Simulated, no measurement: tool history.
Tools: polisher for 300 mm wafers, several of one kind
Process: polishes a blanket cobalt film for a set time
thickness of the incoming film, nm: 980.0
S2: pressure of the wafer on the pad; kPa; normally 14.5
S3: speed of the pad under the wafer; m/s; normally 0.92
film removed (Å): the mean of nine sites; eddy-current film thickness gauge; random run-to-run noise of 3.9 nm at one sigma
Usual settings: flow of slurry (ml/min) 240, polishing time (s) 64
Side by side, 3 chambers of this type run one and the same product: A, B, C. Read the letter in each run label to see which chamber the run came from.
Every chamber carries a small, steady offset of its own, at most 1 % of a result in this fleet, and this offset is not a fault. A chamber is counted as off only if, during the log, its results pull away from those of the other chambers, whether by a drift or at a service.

run 1A hour=5.3 | flow_of_slurry_(ml/min)=240 S2=14.5 S3=0.92 polishing_time_(s)=64 | film_removed_(Å)=3019.5
-- hour=13.1 chamber A: head pressure recalibrated
run 2B hour=15.2 | flow_of_slurry_(ml/min)=240 S2=14.5 S3=0.92 polishing_time_(s)=64 | film_removed_(Å)=3054.8
run 3C hour=25.7 | flow_of_slurry_(ml/min)=240 S2=14.5 S3=0.92 polishing_time_(s)=64 | film_removed_(Å)=3033.7
run 4C hour=31.7 | flow_of_slurry_(ml/min)=240 S2=14.5 S3=0.92 polishing_time_(s)=64 | film_removed_(Å)=3020.6
run 5B hour=41.7 | flow_of_slurry_(ml/min)=205 S2=14.5 S3=0.92 polishing_time_(s)=64 | film_removed_(Å)=2923.3
run 6A hour=46.9 | flow_of_slurry_(ml/min)=205 S2=14.5 S3=0.92 polishing_time_(s)=64 | film_removed_(Å)=2964.8
-- hour=49.4 chamber B: worn pad replaced by a new one
run 7A hour=57.9 | flow_of_slurry_(ml/min)=205 S2=14.5 S3=0.92 polishing_time_(s)=64 | film_removed_(Å)=2920.6
run 8C hour=64.6 | flow_of_slurry_(ml/min)=240 S2=14.5 S3=0.92 polishing_time_(s)=64 | film_removed_(Å)=2958.5
run 9B hour=73.4 | flow_of_slurry_(ml/min)=240 S2=14.5 S3=0.92 polishing_time_(s)=64 | film_removed_(Å)=3004.6
-- hour=77.9 chamber B: head pressure recalibrated
run 10C hour=80.1 | flow_of_slurry_(ml/min)=165 S2=14.5 S3=0.92 polishing_time_(s)=64 | film_removed_(Å)=2879.5
run 11B hour=85.8 | flow_of_slurry_(ml/min)=165 S2=14.5 S3=0.92 polishing_time_(s)=64 | film_removed_(Å)=2799.3
run 12A hour=96.3 | flow_of_slurry_(ml/min)=165 S2=14.5 S3=0.92 polishing_time_(s)=64 | film_removed_(Å)=2893.1
-- hour=97.3 chamber C: worn pad replaced by a new one
run 13A hour=105.9 | flow_of_slurry_(ml/min)=240 S2=14.5 S3=0.92 polishing_time_(s)=64 | film_removed_(Å)=2975.7
-- hour=112.8 chamber B: worn pad replaced by a new one
run 14C hour=114.4 | flow_of_slurry_(ml/min)=240 S2=14.5 S3=0.92 polishing_time_(s)=64 | film_removed_(Å)=3000.7
run 15B hour=121.4 | flow_of_slurry_(ml/min)=240 S2=14.5 S3=0.64 polishing_time_(s)=64 | film_removed_(Å)=2089.4
-- hour=127.6 chamber C: slurry nozzle cleaned
run 16A hour=128.8 | flow_of_slurry_(ml/min)=240 S2=14.5 S3=0.64 polishing_time_(s)=64 | film_removed_(Å)=2029.5
run 17C hour=135.8 | flow_of_slurry_(ml/min)=240 S2=14.5 S3=0.64 polishing_time_(s)=64 | film_removed_(Å)=2168.5
run 18B hour=141.6 | flow_of_slurry_(ml/min)=240 S2=14.5 S3=0.92 polishing_time_(s)=64 | film_removed_(Å)=3046.9
run 19A hour=152.3 | flow_of_slurry_(ml/min)=240 S2=14.5 S3=0.92 polishing_time_(s)=64 | film_removed_(Å)=2880.3
run 20C hour=160.3 | flow_of_slurry_(ml/min)=240 S2=14.5 S3=1.22 polishing_time_(s)=54 | film_removed_(Å)=3338.6
run 21B hour=169.4 | flow_of_slurry_(ml/min)=240 S2=14.5 S3=1.22 polishing_time_(s)=54 | film_removed_(Å)=3381.4
run 22C hour=179.9 | flow_of_slurry_(ml/min)=240 S2=14.5 S3=1.22 polishing_time_(s)=54 | film_removed_(Å)=3365.2
run 23B hour=186 | flow_of_slurry_(ml/min)=240 S2=14.5 S3=0.92 polishing_time_(s)=64 | film_removed_(Å)=2935.2
-- hour=192 chamber B: worn pad replaced by a new one
run 24A hour=192.2 | flow_of_slurry_(ml/min)=240 S2=14.5 S3=0.92 polishing_time_(s)=64 | film_removed_(Å)=2844.1
-- hour=194.3 chamber B: slurry nozzle cleaned
run 25C hour=200.5 | flow_of_slurry_(ml/min)=240 S2=18.6 S3=0.92 polishing_time_(s)=81 | film_removed_(Å)=5009.7
run 26B hour=209.5 | flow_of_slurry_(ml/min)=240 S2=18.6 S3=0.92 polishing_time_(s)=81 | film_removed_(Å)=4978
run 27A hour=216.4 | flow_of_slurry_(ml/min)=240 S2=18.6 S3=0.92 polishing_time_(s)=81 | film_removed_(Å)=4425.3
-- hour=219.9 chamber C: worn pad replaced by a new one
run 28B hour=222.7 | flow_of_slurry_(ml/min)=240 S2=14.5 S3=0.92 polishing_time_(s)=64 | film_removed_(Å)=3010.2
run 29C hour=230 | flow_of_slurry_(ml/min)=240 S2=14.5 S3=0.92 polishing_time_(s)=64 | film_removed_(Å)=2985

Which is it: a chamber that has drifted or been left off by a service, a gauge drift common to all chambers, or only each chamber's usual small offset? If a chamber is off, name it and its likeliest cause.

One chamber, A, drifts off from the rest bit by bit.
Cause: removal rate lost through wear of the pad, % = 10.2.
The log might look much the same if the cause were instead: head's pressure below its setpoint, %.

Below are 4 candidate recipes for chamber A's next run, each the usual settings with a change, their results shown as question marks. Which of them brings A's results back in line with what the other chambers give on the usual settings?
In-line tolerance around the mean of the other chambers on the usual settings: film removed (Å) 140
run 30A-1 hour=238.3 | flow_of_slurry_(ml/min)=240 S2=14.5 S3=0.94 polishing_time_(s)=64 | film_removed_(Å)=?
run 30A-2 hour=238.3 | flow_of_slurry_(ml/min)=240 S2=13.8 S3=0.88 polishing_time_(s)=62 | film_removed_(Å)=?
run 30A-3 hour=238.3 | flow_of_slurry_(ml/min)=240 S2=14.5 S3=0.9 polishing_time_(s)=64 | film_removed_(Å)=?
run 30A-4 hour=238.3 | flow_of_slurry_(ml/min)=240 S2=15.2 S3=0.96 polishing_time_(s)=66 | film_removed_(Å)=?

What the other chambers average on the usual settings: film removed (Å) 3018.6
run=30A-1 film_removed_(Å)=2778.3
run=30A-2 film_removed_(Å)=2401.8
run=30A-3 film_removed_(Å)=2661.8
run=30A-4 film_removed_(Å)=3064.9
The answer is 30A-4, which returns the chamber to within the allowed miss of the others.
